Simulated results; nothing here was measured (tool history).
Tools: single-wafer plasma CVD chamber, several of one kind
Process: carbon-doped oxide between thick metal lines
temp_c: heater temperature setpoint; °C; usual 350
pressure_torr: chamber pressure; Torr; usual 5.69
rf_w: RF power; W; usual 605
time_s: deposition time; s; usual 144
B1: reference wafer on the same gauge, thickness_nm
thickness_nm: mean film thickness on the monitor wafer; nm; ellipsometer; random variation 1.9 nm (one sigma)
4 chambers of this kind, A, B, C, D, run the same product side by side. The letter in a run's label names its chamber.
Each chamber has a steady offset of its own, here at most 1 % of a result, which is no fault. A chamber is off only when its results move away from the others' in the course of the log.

{"run": "1C", "hour": 5.9, "temp_c": 350, "pressure_torr": 5.69, "rf_w": 605, "time_s": 144, "B1": 787.75, "thickness_nm": 819.48}
{"run": "2A", "hour": 11.0, "temp_c": 350, "pressure_torr": 5.69, "rf_w": 605, "time_s": 144, "B1": 787.71, "thickness_nm": 828.71}
{"run": "3D", "hour": 16.7, "temp_c": 350, "pressure_torr": 5.69, "rf_w": 605, "time_s": 144, "B1": 787.53, "thickness_nm": 825.63}
{"run": "4B", "hour": 23.5, "temp_c": 350, "pressure_torr": 5.69, "rf_w": 605, "time_s": 144, "B1": 788.01, "thickness_nm": 827.38}
{"run": "5A", "hour": 27.7, "temp_c": 350, "pressure_torr": 5.69, "rf_w": 605, "time_s": 144, "B1": 787.82, "thickness_nm": 826.2}
{"run": "6D", "hour": 33.8, "temp_c": 350, "pressure_torr": 5.69, "rf_w": 605, "time_s": 144, "B1": 787.86, "thickness_nm": 825.69}
{"run": "7C", "hour": 41.6, "temp_c": 350, "pressure_torr": 5.69, "rf_w": 605, "time_s": 144, "B1": 787.95, "thickness_nm": 824.51}
{"run": "8B", "hour": 47.7, "temp_c": 365, "pressure_torr": 5.69, "rf_w": 605, "time_s": 172, "B1": 787.89, "thickness_nm": 955.78}
{"hour": 54.9, "done": "chamber A: RF generator calibrated"}
{"run": "9C", "hour": 55.5, "temp_c": 365, "pressure_torr": 5.69, "rf_w": 605, "time_s": 172, "B1": 788.02, "thickness_nm": 950.48}
{"run": "10D", "hour": 63.6, "temp_c": 365, "pressure_torr": 5.69, "rf_w": 605, "time_s": 172, "B1": 787.83, "thickness_nm": 949.82}
{"run": "11A", "hour": 68.7, "temp_c": 365, "pressure_torr": 5.69, "rf_w": 605, "time_s": 172, "B1": 787.97, "thickness_nm": 956.53}
{"run": "12B", "hour": 73.9, "temp_c": 350, "pressure_torr": 5.69, "rf_w": 605, "time_s": 144, "B1": 787.81, "thickness_nm": 826.37}
{"hour": 80.9, "done": "chamber B: thermocouple changed; heater temperature recalibrated"}
{"run": "13B", "hour": 82.8, "temp_c": 350, "pressure_torr": 5.69, "rf_w": 605, "time_s": 165, "B1": 788.04, "thickness_nm": 951.8}
{"run": "14C", "hour": 87.8, "temp_c": 350, "pressure_torr": 5.69, "rf_w": 605, "time_s": 165, "B1": 787.8, "thickness_nm": 939.45}
{"run": "15D", "hour": 94.3, "temp_c": 350, "pressure_torr": 5.69, "rf_w": 605, "time_s": 165, "B1": 787.9, "thickness_nm": 945.1}
{"run": "16A", "hour": 101.2, "temp_c": 350, "pressure_torr": 5.69, "rf_w": 605, "time_s": 165, "B1": 788.1, "thickness_nm": 949.15}
{"run": "17D", "hour": 110.1, "temp_c": 350, "pressure_torr": 5.69, "rf_w": 605, "time_s": 144, "B1": 787.92, "thickness_nm": 826.42}
{"run": "18B", "hour": 116.5, "temp_c": 350, "pressure_torr": 5.69, "rf_w": 605, "time_s": 144, "B1": 788.27, "thickness_nm": 830.54}
{"run": "19C", "hour": 120.5, "temp_c": 350, "pressure_torr": 5.69, "rf_w": 605, "time_s": 144, "B1": 788.19, "thickness_nm": 820.49}
{"run": "20A", "hour": 124.4, "temp_c": 350, "pressure_torr": 7.04, "rf_w": 605, "time_s": 144, "B1": 788.06, "thickness_nm": 846.48}
{"run": "21A", "hour": 128.9, "temp_c": 350, "pressure_torr": 7.04, "rf_w": 605, "time_s": 144, "B1": 787.69, "thickness_nm": 846.62}
{"run": "22B", "hour": 136.0, "temp_c": 350, "pressure_torr": 7.04, "rf_w": 605, "time_s": 144, "B1": 787.74, "thickness_nm": 845.23}
{"run": "23D", "hour": 144.0, "temp_c": 350, "pressure_torr": 7.04, "rf_w": 605, "time_s": 144, "B1": 787.98, "thickness_nm": 845.02}
{"run": "24C", "hour": 150.2, "temp_c": 362, "pressure_torr": 5.69, "rf_w": 605, "time_s": 144, "B1": 787.94, "thickness_nm": 800.56}
{"run": "25B", "hour": 157.2, "temp_c": 362, "pressure_torr": 5.69, "rf_w": 605, "time_s": 144, "B1": 787.65, "thickness_nm": 805.65}
{"run": "26D", "hour": 164.0, "temp_c": 362, "pressure_torr": 5.69, "rf_w": 605, "time_s": 144, "B1": 788.71, "thickness_nm": 800.4}
{"run": "27C", "hour": 170.6, "temp_c": 362, "pressure_torr": 5.69, "rf_w": 605, "time_s": 144, "B1": 787.52, "thickness_nm": 800.31}
{"run": "28A", "hour": 178.2, "temp_c": 350, "pressure_torr": 5.69, "rf_w": 605, "time_s": 144, "B1": 787.94, "thickness_nm": 829.05}
{"run": "29B", "hour": 183.2, "temp_c": 350, "pressure_torr": 5.69, "rf_w": 605, "time_s": 144, "B1": 788.2, "thickness_nm": 828.47}
{"run": "30C", "hour": 190.9, "temp_c": 350, "pressure_torr": 5.69, "rf_w": 605, "time_s": 144, "B1": 787.7, "thickness_nm": 817.65}
{"run": "31A", "hour": 196.3, "temp_c": 350, "pressure_torr": 5.69, "rf_w": 605, "time_s": 126, "B1": 788.06, "thickness_nm": 726.38}
{"run": "32D", "hour": 200.3, "temp_c": 350, "pressure_torr": 5.69, "rf_w": 605, "time_s": 126, "B1": 788.52, "thickness_nm": 722.82}
{"run": "33B", "hour": 207.6, "temp_c": 350, "pressure_torr": 5.69, "rf_w": 605, "time_s": 126, "B1": 787.89, "thickness_nm": 723.4}
{"run": "34C", "hour": 213.7, "temp_c": 350, "pressure_torr": 5.69, "rf_w": 605, "time_s": 126, "B1": 788.15, "thickness_nm": 719.32}
{"run": "35A", "hour": 222.1, "temp_c": 350, "pressure_torr": 5.69, "rf_w": 525, "time_s": 172, "B1": 787.96, "thickness_nm": 905.88}
{"run": "36D", "hour": 228.2, "temp_c": 350, "pressure_torr": 5.69, "rf_w": 525, "time_s": 172, "B1": 788.06, "thickness_nm": 903.88}
{"run": "37A", "hour": 234.6, "temp_c": 350, "pressure_torr": 5.69, "rf_w": 525, "time_s": 172, "B1": 787.73, "thickness_nm": 905.09}
{"run": "38C", "hour": 240.1, "temp_c": 350, "pressure_torr": 5.69, "rf_w": 525, "time_s": 172, "B1": 788.34, "thickness_nm": 901.43}
{"run": "39D", "hour": 248.6, "temp_c": 350, "pressure_torr": 5.69, "rf_w": 705, "time_s": 144, "B1": 787.95, "thickness_nm": 905.12}
{"run": "40B", "hour": 255.0, "temp_c": 350, "pressure_torr": 5.69, "rf_w": 705, "time_s": 144, "B1": 787.76, "thickness_nm": 910.71}
{"run": "41D", "hour": 261.8, "temp_c": 350, "pressure_torr": 5.69, "rf_w": 705, "time_s": 144, "B1": 788.12, "thickness_nm": 904.03}
{"run": "42B", "hour": 270.5, "temp_c": 350, "pressure_torr": 5.69, "rf_w": 705, "time_s": 144, "B1": 788.23, "thickness_nm": 905.44}
{"run": "43C", "hour": 276.9, "temp_c": 350, "pressure_torr": 5.69, "rf_w": 605, "time_s": 144, "B1": 787.92, "thickness_nm": 820.62}

Next, every chamber runs the same settings. What will each give?
{"run": "44A", "hour": 283.3, "temp_c": 350, "pressure_torr": 5.69, "rf_w": 655, "time_s": 144, "thickness_nm": "?"}
{"run": "44B", "hour": 283.3, "temp_c": 350, "pressure_torr": 5.69, "rf_w": 655, "time_s": 144, "thickness_nm": "?"}
{"run": "44C", "hour": 283.3, "temp_c": 350, "pressure_torr": 5.69, "rf_w": 655, "time_s": 144, "thickness_nm": "?"}
{"run": "44D", "hour": 283.3, "temp_c": 350, "pressure_torr": 5.69, "rf_w": 655, "time_s": 144, "thickness_nm": "?"}

run=44A thickness_nm=866.60
run=44B thickness_nm=867.78
run=44C thickness_nm=863.18
run=44D thickness_nm=865.16
